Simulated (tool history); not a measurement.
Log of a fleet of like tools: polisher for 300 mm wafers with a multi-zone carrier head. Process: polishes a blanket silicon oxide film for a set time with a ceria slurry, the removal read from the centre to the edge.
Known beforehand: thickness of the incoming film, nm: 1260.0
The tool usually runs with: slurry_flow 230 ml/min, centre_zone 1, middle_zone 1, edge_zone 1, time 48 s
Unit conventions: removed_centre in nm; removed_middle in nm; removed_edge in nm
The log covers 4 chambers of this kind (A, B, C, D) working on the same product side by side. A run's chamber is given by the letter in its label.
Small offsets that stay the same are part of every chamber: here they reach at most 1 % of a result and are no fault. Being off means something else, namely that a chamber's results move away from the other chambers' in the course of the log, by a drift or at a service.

| run | day | slurry_flow | centre_zone | middle_zone | edge_zone | time | wafers polished on this pad | hours since the slurry nozzle was cleaned | hours since the centre zone pressure was calibrated | hours since the edge zone pressure was calibrated | removed_centre | removed_middle | removed_edge |
|---|---|---|---|---|---|---|---|---|---|---|---|---|---|
| 1D | 0.488 | 230 | 1 | 1 | 1 | 48 | 1194 | 361.2 | 322.2 | 279.7 | 241.3 | 244.1 | 239.82 |
| 2B | 0.871 | 230 | 1 | 1 | 1 | 48 | 856 | 231.5 | 758.8 | 426.3 | 239.18 | 239.72 | 239.58 |
|  | 1.075 | chamber B: worn pad replaced by a new one |
| 3C | 1.121 | 230 | 1 | 1 | 1 | 48 | 493 | 555.2 | 50.4 | 525.3 | 240.88 | 239.1 | 242.25 |
|  | 1.171 | chamber B: slurry nozzle cleaned |
|  | 1.329 | chamber D: worn pad replaced by a new one |
| 4A | 1.396 | 230 | 1 | 1 | 1 | 48 | 1012 | 464.1 | 326.5 | 107.6 | 241.3 | 239.65 | 235.42 |
|  | 1.5 | chamber A: worn pad replaced by a new one |
|  | 1.588 | chamber C: worn pad replaced by a new one |
| 5D | 1.746 | 230 | 1 | 1 | 1 | 48 | 72 | 391.4 | 352.4 | 309.9 | 240.64 | 243.19 | 242.03 |
|  | 2.175 | chamber B: edge zone pressure recalibrated |
| 6B | 2.212 | 230 | 1 | 1 | 1 | 48 | 198 | 25 | 791 | 0.9 | 244.71 | 239.51 | 241.75 |
| 7A | 2.612 | 230 | 1 | 1 | 1 | 48 | 193 | 493.3 | 355.7 | 136.8 | 237.76 | 238.27 | 238.85 |
| 8C | 2.875 | 230 | 1 | 1 | 1 | 48 | 223 | 597.3 | 92.5 | 567.4 | 244.28 | 238.6 | 241.37 |
| 9C | 3.146 | 230 | 1 | 1 | 1 | 48 | 270 | 603.8 | 99 | 573.9 | 243.25 | 237.93 | 240.32 |
| 10D | 3.421 | 230 | 1 | 1 | 1 | 48 | 363 | 431.6 | 392.6 | 350.1 | 242.03 | 242.55 | 239.91 |
| 11A | 3.758 | 230 | 1 | 1 | 1 | 48 | 392 | 520.8 | 383.2 | 164.3 | 240.85 | 243.27 | 239.66 |
| 12B | 4.083 | 230 | 1 | 1 | 1 | 48 | 522 | 69.9 | 835.9 | 45.8 | 240.25 | 240.75 | 241.72 |
| 13D | 4.562 | 230 | 1 | 1 | 1 | 48 | 561 | 459 | 420 | 377.5 | 241.06 | 242.85 | 240.08 |
| 14A | 5.058 | 230 | 0.93 | 1 | 1 | 36 | 618 | 552 | 414.4 | 195.5 | 167.04 | 179.73 | 180.33 |
|  | 5.062 | chamber B: worn pad replaced by a new one |
|  | 5.246 | chamber C: worn pad replaced by a new one |
| 15C | 5.521 | 230 | 0.93 | 1 | 1 | 36 | 48 | 660.8 | 156 | 630.9 | 167.41 | 176.47 | 180.55 |
| 16B | 6.012 | 230 | 0.93 | 1 | 1 | 36 | 165 | 116.2 | 882.2 | 92.1 | 168.71 | 183.75 | 179.54 |
| 17D | 6.421 | 230 | 0.93 | 1 | 1 | 36 | 883 | 503.6 | 464.6 | 422.1 | 166.1 | 182.45 | 179.91 |
| 18B | 6.646 | 230 | 1 | 1 | 1 | 48 | 275 | 131.4 | 897.4 | 107.3 | 244.43 | 239.75 | 240.6 |
| 19C | 6.888 | 230 | 1 | 1 | 1 | 48 | 285 | 693.6 | 188.8 | 663.7 | 244.08 | 239.36 | 239.6 |
|  | 7.096 | chamber A: worn pad replaced by a new one |
| 20A | 7.196 | 230 | 1 | 1 | 1 | 48 | 17 | 603.3 | 465.7 | 246.8 | 240.84 | 239.55 | 239.23 |
| 21C | 7.442 | 230 | 1 | 1 | 1 | 48 | 381 | 706.9 | 202.1 | 677 | 239.8 | 240.81 | 240.19 |
| 22D | 7.833 | 230 | 1 | 1 | 1 | 48 | 1128 | 537.5 | 498.5 | 456 | 240.64 | 245.94 | 241.05 |
|  | 8.121 | chamber D: slurry nozzle cleaned |
| 23B | 8.138 | 230 | 1 | 1.07 | 1 | 48 | 533 | 167.2 | 933.2 | 143.1 | 245.14 | 261.26 | 236.56 |
|  | 8.379 | chamber D: worn pad replaced by a new one |
| 24A | 8.396 | 230 | 1 | 1.07 | 1 | 48 | 225 | 632.1 | 494.5 | 275.6 | 239.83 | 254.66 | 241.42 |
|  | 8.562 | chamber B: centre zone pressure recalibrated |
| 25D | 8.833 | 230 | 1 | 1.07 | 1 | 48 | 78 | 17.1 | 522.5 | 480 | 240.09 | 256.39 | 240.75 |
|  | 8.858 | chamber C: worn pad replaced by a new one |
|  | 9.067 | chamber C: slurry nozzle cleaned |
| 26A | 9.104 | 230 | 1 | 1.07 | 1 | 48 | 348 | 649.1 | 511.5 | 292.6 | 240.45 | 255.76 | 240.23 |
|  | 9.392 | chamber B: worn pad replaced by a new one |
| 27C | 9.558 | 305 | 1 | 1 | 1.1 | 48 | 121 | 11.8 | 252.9 | 727.8 | 249.29 | 248.8 | 261.43 |
|  | 9.621 | chamber B: slurry nozzle cleaned |
| 28B | 9.796 | 305 | 1 | 1 | 1.1 | 48 | 70 | 4.2 | 29.6 | 182.9 | 263.56 | 250.3 | 258.3 |
| 29A | 10.171 | 305 | 1 | 1 | 1.1 | 48 | 533 | 674.7 | 537.1 | 318.2 | 247.17 | 247.87 | 260.99 |
| 30D | 10.642 | 305 | 1 | 1 | 1.1 | 48 | 392 | 60.5 | 565.9 | 523.4 | 250.54 | 248.06 | 257.97 |
| 31C | 10.904 | 230 | 1 | 1 | 1 | 48 | 355 | 44.1 | 285.2 | 760.1 | 241.79 | 239.85 | 243.61 |
|  | 11.15 | chamber A: slurry nozzle cleaned |
| 32B | 11.242 | 230 | 1 | 1 | 1 | 48 | 321 | 38.9 | 64.3 | 217.6 | 256.92 | 243.16 | 239.75 |
| 33C | 11.588 | 230 | 1 | 1 | 1 | 48 | 474 | 60.5 | 301.6 | 776.5 | 240.54 | 240.56 | 238.65 |
| 34A | 11.975 | 230 | 1 | 1 | 1 | 48 | 846 | 19.8 | 580.4 | 361.5 | 240.89 | 241.86 | 236.56 |
| 35B | 12.2 | 230 | 1 | 1 | 1 | 48 | 487 | 61.9 | 87.3 | 240.6 | 254.75 | 241.41 | 240.32 |
|  | 12.492 | chamber C: worn pad replaced by a new one |
| 36D | 12.571 | 230 | 1 | 1 | 1 | 48 | 727 | 106.8 | 612.2 | 569.7 | 241.24 | 242.81 | 239.44 |
|  | 12.817 | chamber C: edge zone pressure recalibrated |
| 37A | 12.854 | 230 | 1 | 1 | 1 | 48 | 999 | 40.9 | 601.5 | 382.6 | 238.57 | 237.93 | 237.43 |
| 38D | 13.167 | 230 | 1 | 0.93 | 1 | 38 | 830 | 121.1 | 626.5 | 584 | 189.98 | 180.58 | 192.33 |
| 39C | 13.642 | 230 | 1 | 0.93 | 1 | 38 | 199 | 109.8 | 350.9 | 19.9 | 191.19 | 177.04 | 190.15 |
| 40B | 13.908 | 230 | 1 | 0.93 | 1 | 38 | 783 | 102.9 | 128.3 | 281.6 | 202.34 | 179.84 | 190.65 |

Read the log: is a single chamber off, either drifting away or since a service, is the gauge that measures every chamber drifting, or is nothing wrong beyond small per-chamber offsets? Name any odd chamber and what most likely caused it.

Chamber B came out of a service off from its peers and stayed that way.
Most likely cause: centre zone's pressure above its setpoint, % = 5.16.

Which of the 4 candidates below, each the usual settings with something changed and its results left as question marks, puts chamber B back in line with what the other chambers give on the usual settings?
Allowed miss from the other chambers' usual-settings mean, per result, to count as in line: removed_centre 5.3 nm; removed_middle 6.4 nm; removed_edge 5.8 nm
| 41B-1 | 14.279 | 235 | 1.08 | 0.99 | 0.97 | 48 |  |  |  |  | ? | ? | ? |
| 41B-2 | 14.279 | 225 | 0.96 | 1 | 1.02 | 48 |  |  |  |  | ? | ? | ? |
| 41B-3 | 14.279 | 225 | 0.92 | 1.01 | 1.03 | 48 |  |  |  |  | ? | ? | ? |
| 41B-4 | 14.279 | 235 | 1.04 | 1 | 0.98 | 48 |  |  |  |  | ? | ? | ? |

The mean the other chambers reach with the usual settings: removed_centre 241.11 nm; removed_middle 240.73 nm; removed_edge 240.1 nm
| run | removed_centre | removed_middle | removed_edge |
|---|---|---|---|
| 41B-1 | 276.12 | 239.29 | 233.6 |
| 41B-2 | 241.41 | 240.33 | 238.85 |
| 41B-3 | 230.41 | 242.59 | 240.07 |
| 41B-4 | 265.06 | 241.56 | 234.83 |
The answer is 41B-2, which returns the chamber to within the allowed miss of the others.

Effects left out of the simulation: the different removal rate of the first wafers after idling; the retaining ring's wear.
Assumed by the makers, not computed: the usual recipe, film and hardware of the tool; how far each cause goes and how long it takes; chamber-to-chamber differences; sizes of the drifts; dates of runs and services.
